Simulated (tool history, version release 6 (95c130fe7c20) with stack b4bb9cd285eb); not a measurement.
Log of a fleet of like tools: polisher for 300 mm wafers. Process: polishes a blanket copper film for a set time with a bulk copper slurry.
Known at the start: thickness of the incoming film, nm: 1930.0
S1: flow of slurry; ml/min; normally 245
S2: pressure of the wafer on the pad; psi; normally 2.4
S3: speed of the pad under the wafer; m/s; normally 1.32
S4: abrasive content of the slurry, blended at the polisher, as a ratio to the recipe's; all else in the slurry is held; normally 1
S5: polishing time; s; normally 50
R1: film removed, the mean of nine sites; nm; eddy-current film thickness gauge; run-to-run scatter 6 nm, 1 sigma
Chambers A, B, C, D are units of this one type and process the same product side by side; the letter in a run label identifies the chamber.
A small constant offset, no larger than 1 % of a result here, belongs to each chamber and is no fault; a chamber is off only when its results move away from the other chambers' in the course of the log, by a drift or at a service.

{"run": "1D", "hour": 6.7, "S1": 245, "S2": 2.4, "S3": 1.32, "S4": 1, "S5": 50, "R1": 578.54}
{"hour": 7.8, "done": "chamber B: head pressure recalibrated"}
{"run": "2C", "hour": 11.7, "S1": 245, "S2": 2.4, "S3": 1.32, "S4": 1, "S5": 50, "R1": 577.44}
{"hour": 13.7, "done": "chamber A: slurry nozzle cleaned"}
{"run": "3A", "hour": 18.1, "S1": 245, "S2": 2.4, "S3": 1.32, "S4": 1, "S5": 50, "R1": 573.11}
{"run": "4B", "hour": 27.8, "S1": 245, "S2": 2.4, "S3": 1.32, "S4": 1, "S5": 50, "R1": 578.7}
{"run": "5A", "hour": 34.5, "S1": 245, "S2": 2.4, "S3": 1.32, "S4": 1, "S5": 50, "R1": 577.16}
{"run": "6B", "hour": 42.8, "S1": 245, "S2": 2.4, "S3": 1.32, "S4": 1, "S5": 50, "R1": 573.74}
{"run": "7D", "hour": 48.3, "S1": 245, "S2": 2.4, "S3": 1.32, "S4": 1, "S5": 50, "R1": 580.59}
{"run": "8C", "hour": 56.3, "S1": 245, "S2": 2.4, "S3": 1.32, "S4": 1, "S5": 50, "R1": 587.01}
{"hour": 58.3, "done": "chamber B: slurry blender recalibrated"}
{"run": "9B", "hour": 64.6, "S1": 245, "S2": 2.4, "S3": 1.32, "S4": 1, "S5": 50, "R1": 566.95}
{"hour": 65.8, "done": "chamber A: slurry blender recalibrated"}
{"run": "10D", "hour": 71.3, "S1": 245, "S2": 2.4, "S3": 1.32, "S4": 1, "S5": 50, "R1": 580.41}
{"run": "11A", "hour": 76.4, "S1": 185, "S2": 2.4, "S3": 1.32, "S4": 1.15, "S5": 50, "R1": 579.78}
{"run": "12C", "hour": 84.7, "S1": 185, "S2": 2.4, "S3": 1.32, "S4": 1.15, "S5": 50, "R1": 566.76}
{"hour": 85.0, "done": "chamber A: worn pad replaced by a new one"}
{"hour": 88.1, "done": "chamber B: worn pad replaced by a new one"}
{"run": "13B", "hour": 90.2, "S1": 185, "S2": 2.4, "S3": 1.32, "S4": 1.15, "S5": 50, "R1": 570.77}
{"run": "14D", "hour": 97.7, "S1": 185, "S2": 2.4, "S3": 1.32, "S4": 1.15, "S5": 50, "R1": 574.84}
{"hour": 98.8, "done": "chamber C: slurry blender recalibrated"}
{"run": "15A", "hour": 103.0, "S1": 245, "S2": 2.4, "S3": 1.32, "S4": 1, "S5": 50, "R1": 570.15}
{"hour": 106.4, "done": "chamber D: worn pad replaced by a new one"}
{"run": "16C", "hour": 113.5, "S1": 325, "S2": 2.4, "S3": 0.92, "S4": 1, "S5": 50, "R1": 413.68}
{"run": "17D", "hour": 122.9, "S1": 325, "S2": 2.4, "S3": 0.92, "S4": 1, "S5": 50, "R1": 413.46}
{"run": "18C", "hour": 132.0, "S1": 325, "S2": 2.4, "S3": 0.92, "S4": 1, "S5": 50, "R1": 410.95}
{"hour": 133.1, "done": "chamber D: slurry blender recalibrated"}
{"run": "19B", "hour": 140.6, "S1": 325, "S2": 2.4, "S3": 0.92, "S4": 1, "S5": 50, "R1": 399.66}
{"run": "20A", "hour": 146.0, "S1": 245, "S2": 2.4, "S3": 1.32, "S4": 1, "S5": 50, "R1": 575.05}
{"run": "21C", "hour": 152.3, "S1": 245, "S2": 2.4, "S3": 1.32, "S4": 1, "S5": 50, "R1": 578.84}
{"run": "22D", "hour": 158.8, "S1": 245, "S2": 2.4, "S3": 1.32, "S4": 1, "S5": 50, "R1": 574.75}
{"run": "23A", "hour": 163.6, "S1": 245, "S2": 2.4, "S3": 1.04, "S4": 1, "S5": 50, "R1": 459.33}
{"hour": 170.6, "done": "chamber A: worn pad replaced by a new one"}
{"run": "24B", "hour": 174.3, "S1": 245, "S2": 2.4, "S3": 1.04, "S4": 1, "S5": 50, "R1": 440.13}
{"hour": 174.8, "done": "chamber C: worn pad replaced by a new one"}
{"run": "25B", "hour": 180.8, "S1": 245, "S2": 2.4, "S3": 1.04, "S4": 1, "S5": 50, "R1": 442.26}
{"hour": 187.0, "done": "chamber B: slurry blender recalibrated"}
{"run": "26A", "hour": 190.3, "S1": 245, "S2": 2.4, "S3": 1.04, "S4": 1, "S5": 50, "R1": 460.24}
{"run": "27C", "hour": 199.6, "S1": 245, "S2": 2.4, "S3": 1.32, "S4": 1, "S5": 50, "R1": 572.81}
{"hour": 202.7, "done": "chamber D: worn pad replaced by a new one"}
{"run": "28D", "hour": 206.3, "S1": 245, "S2": 2.4, "S3": 1.32, "S4": 1, "S5": 50, "R1": 572.1}
{"run": "29C", "hour": 214.1, "S1": 245, "S2": 2.4, "S3": 1.32, "S4": 1, "S5": 50, "R1": 573.05}
{"run": "30D", "hour": 224.0, "S1": 245, "S2": 2.4, "S3": 1.32, "S4": 1, "S5": 50, "R1": 574.61}
{"run": "31A", "hour": 232.3, "S1": 245, "S2": 2.4, "S3": 1.32, "S4": 1, "S5": 50, "R1": 599.84}
{"run": "32B", "hour": 243.3, "S1": 245, "S2": 2.4, "S3": 1.32, "S4": 1, "S5": 50, "R1": 569.73}
{"hour": 247.5, "done": "chamber A: worn pad replaced by a new one"}
{"hour": 247.6, "done": "chamber B: slurry nozzle cleaned"}
{"run": "33A", "hour": 253.1, "S1": 245, "S2": 2.4, "S3": 1.32, "S4": 1, "S5": 50, "R1": 603.8}
{"run": "34C", "hour": 259.8, "S1": 245, "S2": 2.4, "S3": 1.32, "S4": 1, "S5": 50, "R1": 576.49}
{"run": "35D", "hour": 265.9, "S1": 245, "S2": 2.4, "S3": 1.32, "S4": 1, "S5": 50, "R1": 565.45}
{"hour": 269.4, "done": "chamber D: slurry nozzle cleaned"}
{"run": "36B", "hour": 274.7, "S1": 245, "S2": 2.4, "S3": 1.32, "S4": 1, "S5": 50, "R1": 571.1}
{"run": "37A", "hour": 284.1, "S1": 245, "S2": 2.4, "S3": 1.32, "S4": 1, "S5": 50, "R1": 617.21}
{"hour": 288.9, "done": "chamber B: slurry blender recalibrated"}
{"run": "38B", "hour": 294.3, "S1": 245, "S2": 2.4, "S3": 1.32, "S4": 1, "S5": 50, "R1": 568.58}
{"run": "39D", "hour": 299.3, "S1": 245, "S2": 2.4, "S3": 1.32, "S4": 1, "S5": 50, "R1": 572.12}
{"run": "40C", "hour": 305.5, "S1": 245, "S2": 2.4, "S3": 1.32, "S4": 1, "S5": 50, "R1": 574.2}
{"hour": 309.3, "done": "chamber D: worn pad replaced by a new one"}
{"hour": 314.1, "done": "chamber B: worn pad replaced by a new one"}
{"run": "41D", "hour": 315.3, "S1": 245, "S2": 2.4, "S3": 1.32, "S4": 1, "S5": 50, "R1": 574.96}
{"run": "42B", "hour": 321.6, "S1": 245, "S2": 2.4, "S3": 1.32, "S4": 1, "S5": 50, "R1": 571.4}
{"run": "43A", "hour": 327.3, "S1": 245, "S2": 2.4, "S3": 1.32, "S4": 1, "S5": 50, "R1": 626.85}

All 4 chambers run these settings next. Forecast each chamber's results:
{"run": "44A", "hour": 335.3, "S1": 245, "S2": 3.1, "S3": 1.32, "S4": 1, "S5": 50, "R1": "?"}
{"run": "44B", "hour": 335.3, "S1": 245, "S2": 3.1, "S3": 1.32, "S4": 1, "S5": 50, "R1": "?"}
{"run": "44C", "hour": 335.3, "S1": 245, "S2": 3.1, "S3": 1.32, "S4": 1, "S5": 50, "R1": "?"}
{"run": "44D", "hour": 335.3, "S1": 245, "S2": 3.1, "S3": 1.32, "S4": 1, "S5": 50, "R1": "?"}

run=44A R1=809.68
run=44B R1=732.64
run=44C R1=737.25
run=44D R1=726.15
